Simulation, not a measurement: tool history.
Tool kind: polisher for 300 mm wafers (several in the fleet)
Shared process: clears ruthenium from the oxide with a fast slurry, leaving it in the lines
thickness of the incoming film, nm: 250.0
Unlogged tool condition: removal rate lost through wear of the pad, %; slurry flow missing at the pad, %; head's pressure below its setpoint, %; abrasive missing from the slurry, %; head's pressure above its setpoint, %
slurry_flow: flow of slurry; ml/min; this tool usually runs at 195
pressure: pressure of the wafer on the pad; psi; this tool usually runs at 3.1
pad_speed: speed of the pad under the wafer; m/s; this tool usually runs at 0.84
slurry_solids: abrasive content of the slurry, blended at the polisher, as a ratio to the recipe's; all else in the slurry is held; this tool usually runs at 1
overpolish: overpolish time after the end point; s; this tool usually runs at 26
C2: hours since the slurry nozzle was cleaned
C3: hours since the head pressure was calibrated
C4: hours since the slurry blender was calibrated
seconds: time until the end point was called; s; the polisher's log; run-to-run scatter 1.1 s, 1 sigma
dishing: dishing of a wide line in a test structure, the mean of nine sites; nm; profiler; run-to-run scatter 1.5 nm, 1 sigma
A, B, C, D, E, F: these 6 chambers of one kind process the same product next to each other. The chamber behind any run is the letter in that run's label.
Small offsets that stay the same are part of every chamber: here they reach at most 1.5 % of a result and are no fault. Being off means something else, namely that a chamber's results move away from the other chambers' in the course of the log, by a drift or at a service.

Run 1F, hour 3.7: usual settings; wafers polished on this pad 291; C2 310.5; C3 744.8; C4 24.1. Result: seconds 70.94 s, dishing 70.473 nm.
At hour 7: chamber E: slurry blender recalibrated.
Run 2A, hour 8.2: usual settings; wafers polished on this pad 748; C2 166.6; C3 1502.9; C4 249.2. Result: seconds 70.334 s, dishing 69.212 nm.
Run 3C, hour 11.6: usual settings; wafers polished on this pad 619; C2 91; C3 774.3; C4 123.6. Result: seconds 72.008 s, dishing 72.125 nm.
Run 4E, hour 14.4: usual settings; wafers polished on this pad 515; C2 283.6; C3 515.1; C4 7.5. Result: seconds 72.072 s, dishing 72.673 nm.
Run 5D, hour 17: usual settings; wafers polished on this pad 1265; C2 225.1; C3 1169; C4 165.7. Result: seconds 68.762 s, dishing 71.123 nm.
Run 6B, hour 19.6: usual settings; wafers polished on this pad 843; C2 60.5; C3 197.8; C4 95.5. Result: seconds 70.626 s, dishing 71.991 nm.
Run 7D, hour 22.5: usual settings; wafers polished on this pad 1329; C2 230.6; C3 1174.5; C4 171.2. Result: seconds 71.314 s, dishing 70.972 nm.
At hour 25.5: chamber E: worn pad replaced by a new one.
Run 8E, hour 26.9: usual settings; wafers polished on this pad 17; C2 296.1; C3 527.6; C4 20. Result: seconds 71.206 s, dishing 70.278 nm.
At hour 28.4: chamber F: slurry nozzle cleaned.
Run 9B, hour 29.2: usual settings but slurry_flow 145 ml/min, pad_speed 0.62 m/s; wafers polished on this pad 954; C2 70.1; C3 207.4; C4 105.1. Result: seconds 102.74 s, dishing 52.595 nm.
Run 10C, hour 31.3: usual settings but slurry_flow 145 ml/min, pad_speed 0.62 m/s; wafers polished on this pad 848; C2 110.7; C3 794; C4 143.3. Result: seconds 102.07 s, dishing 53.145 nm.
At hour 31.4: chamber D: worn pad replaced by a new one.
Run 11F, hour 35.7: usual settings but slurry_flow 145 ml/min, pad_speed 0.62 m/s; wafers polished on this pad 663; C2 7.4; C3 776.8; C4 56.1. Result: seconds 99.95 s, dishing 52.601 nm.
At hour 35.8: chamber A: worn pad replaced by a new one.
Run 12A, hour 38.6: usual settings but slurry_flow 145 ml/min, pad_speed 0.62 m/s; wafers polished on this pad 33; C2 197; C3 1533.3; C4 279.6. Result: seconds 103.04 s, dishing 51.408 nm.
Run 13F, hour 41.7: usual settings but slurry_flow 145 ml/min, pad_speed 0.62 m/s; wafers polished on this pad 732; C2 13.4; C3 782.8; C4 62.1. Result: seconds 101.02 s, dishing 52.753 nm.
Run 14B, hour 44.2: usual settings but slurry_flow 145 ml/min, pad_speed 0.62 m/s; wafers polished on this pad 1129; C2 85.1; C3 222.4; C4 120.1. Result: seconds 102.63 s, dishing 51.163 nm.
Run 15A, hour 47.9: usual settings; wafers polished on this pad 141; C2 206.3; C3 1542.6; C4 288.9. Result: seconds 72.936 s, dishing 70.995 nm.
At hour 48.2: chamber C: slurry blender recalibrated.
At hour 48.4: chamber F: worn pad replaced by a new one.
At hour 49.4: chamber B: worn pad replaced by a new one.
Run 16E, hour 52.1: usual settings but slurry_flow 170 ml/min, pad_speed 0.94 m/s; wafers polished on this pad 309; C2 321.3; C3 552.8; C4 45.2. Result: seconds 65.079 s, dishing 75.893 nm.
Run 17D, hour 54.3: usual settings but slurry_flow 170 ml/min, pad_speed 0.94 m/s; wafers polished on this pad 266; C2 262.4; C3 1206.3; C4 203. Result: seconds 64.668 s, dishing 76.227 nm.
At hour 54.8: chamber C: worn pad replaced by a new one.
Run 18C, hour 58.4: usual settings but slurry_flow 170 ml/min, pad_speed 0.94 m/s; wafers polished on this pad 42; C2 137.8; C3 821.1; C4 10.3. Result: seconds 65.571 s, dishing 75.065 nm.
Run 19C, hour 61.1: usual settings but slurry_flow 170 ml/min, pad_speed 0.94 m/s; wafers polished on this pad 74; C2 140.5; C3 823.8; C4 13. Result: seconds 62.789 s, dishing 78.517 nm.
Run 20F, hour 63.8: usual settings but slurry_flow 170 ml/min, pad_speed 0.94 m/s; wafers polished on this pad 179; C2 35.5; C3 804.9; C4 84.2. Result: seconds 65.086 s, dishing 80.444 nm.
Run 21D, hour 67.4: usual settings but slurry_flow 170 ml/min, pad_speed 0.94 m/s; wafers polished on this pad 418; C2 275.5; C3 1219.4; C4 216.1. Result: seconds 64.988 s, dishing 77.261 nm.
At hour 68.9: chamber A: slurry blender recalibrated.
Run 22E, hour 71.1: usual settings; wafers polished on this pad 530; C2 340.3; C3 571.8; C4 64.2. Result: seconds 72.422 s, dishing 69.544 nm.
At hour 73.4: chamber E: worn pad replaced by a new one.
Run 23B, hour 73.8: usual settings; wafers polished on this pad 284; C2 114.7; C3 252; C4 149.7. Result: seconds 71.35 s, dishing 71.276 nm.
Run 24A, hour 77: usual settings; wafers polished on this pad 479; C2 235.4; C3 1571.7; C4 8.2. Result: seconds 72.045 s, dishing 71.521 nm.
Run 25E, hour 81.3: usual settings but slurry_flow 265 ml/min, slurry_solids 0.75; wafers polished on this pad 92; C2 350.5; C3 582; C4 74.4. Result: seconds 79.61 s, dishing 65.992 nm.
Run 26F, hour 85.1: usual settings but slurry_flow 265 ml/min, slurry_solids 0.75; wafers polished on this pad 426; C2 56.8; C3 826.2; C4 105.5. Result: seconds 79.5 s, dishing 66.162 nm.
At hour 88.7: chamber D: head pressure recalibrated.
Run 27D, hour 89.5: usual settings but slurry_flow 265 ml/min, slurry_solids 0.75; wafers polished on this pad 675; C2 297.6; C3 0.9; C4 238.2. Result: seconds 88.932 s, dishing 56.506 nm.
Run 28A, hour 91.6: usual settings but slurry_flow 265 ml/min, slurry_solids 0.75; wafers polished on this pad 648; C2 250; C3 1586.3; C4 22.8. Result: seconds 81.324 s, dishing 62.97 nm.
Run 29C, hour 94.2: usual settings but slurry_flow 265 ml/min, slurry_solids 0.75; wafers polished on this pad 458; C2 173.6; C3 856.9; C4 46.1. Result: seconds 76.686 s, dishing 66.243 nm.
At hour 96.7: chamber A: head pressure recalibrated.
Run 30B, hour 97.7: usual settings but slurry_flow 265 ml/min, slurry_solids 0.75; wafers polished on this pad 561; C2 138.6; C3 275.9; C4 173.6. Result: seconds 81.217 s, dishing 65.135 nm.
Run 31E, hour 101.2: usual settings; wafers polished on this pad 323; C2 370.4; C3 601.9; C4 94.3. Result: seconds 70.331 s, dishing 71.753 nm.
Run 32A, hour 104.5: usual settings; wafers polished on this pad 798; C2 262.9; C3 7.9; C4 35.7. Result: seconds 71.534 s, dishing 69.647 nm.
Run 33B, hour 107: usual settings; wafers polished on this pad 669; C2 147.9; C3 285.2; C4 182.9. Result: seconds 72.991 s, dishing 71.444 nm.
Run 34F, hour 110.1: usual settings but overpolish 36 s; wafers polished on this pad 717; C2 81.8; C3 851.2; C4 130.5. Result: seconds 69.011 s, dishing 95.242 nm.
Run 35C, hour 114: usual settings but overpolish 36 s; wafers polished on this pad 688; C2 193.4; C3 876.7; C4 65.9. Result: seconds 71.02 s, dishing 95.364 nm.
At hour 116.2: chamber A: worn pad replaced by a new one.
Run 36D, hour 116.5: usual settings but overpolish 36 s; wafers polished on this pad 989; C2 324.6; C3 27.9; C4 265.2. Result: seconds 78.15 s, dishing 87.751 nm.
Run 37B, hour 120.4: usual settings but overpolish 36 s; wafers polished on this pad 825; C2 161.3; C3 298.6; C4 196.3. Result: seconds 70.494 s, dishing 92.676 nm.
At hour 120.6: chamber F: worn pad replaced by a new one.
Run 38A, hour 124.4: usual settings but overpolish 36 s; wafers polished on this pad 95; C2 282.8; C3 27.8; C4 55.6. Result: seconds 72.375 s, dishing 89.365 nm.
Run 39E, hour 127.8: usual settings but overpolish 36 s; wafers polished on this pad 632; C2 397; C3 628.5; C4 120.9. Result: seconds 74.737 s, dishing 94.809 nm.
Run 40F, hour 130: usual settings; wafers polished on this pad 109; C2 101.7; C3 871.1; C4 150.4. Result: seconds 70.504 s, dishing 72.802 nm.
At hour 130.7: chamber D: worn pad replaced by a new one.
Run 41D, hour 133.6: usual settings but slurry_solids 1.15; wafers polished on this pad 34; C2 341.7; C3 45; C4 282.3. Result: seconds 75.518 s, dishing 68.843 nm.
At hour 134.4: chamber C: worn pad replaced by a new one.
Run 42C, hour 137.4: usual settings but slurry_solids 1.15; wafers polished on this pad 35; C2 216.8; C3 900.1; C4 89.3. Result: seconds 66.94 s, dishing 73.96 nm.

For the next run the whole fleet of 6 chambers uses the same settings. Give each chamber's results:
Run 43A, hour 140.6: usual settings. Result: seconds ?, dishing ?.
Run 43B, hour 140.6: usual settings. Result: seconds ?, dishing ?.
Run 43C, hour 140.6: usual settings. Result: seconds ?, dishing ?.
Run 43D, hour 140.6: usual settings. Result: seconds ?, dishing ?.
Run 43E, hour 140.6: usual settings. Result: seconds ?, dishing ?.
Run 43F, hour 140.6: usual settings. Result: seconds ?, dishing ?.

run  seconds  dishing
43A   73.347   67.067
43B   71.757   72.204
43C   71.841   68.054
43D   79.906   64.372
43E    74.94   74.021
43F   69.887   68.052
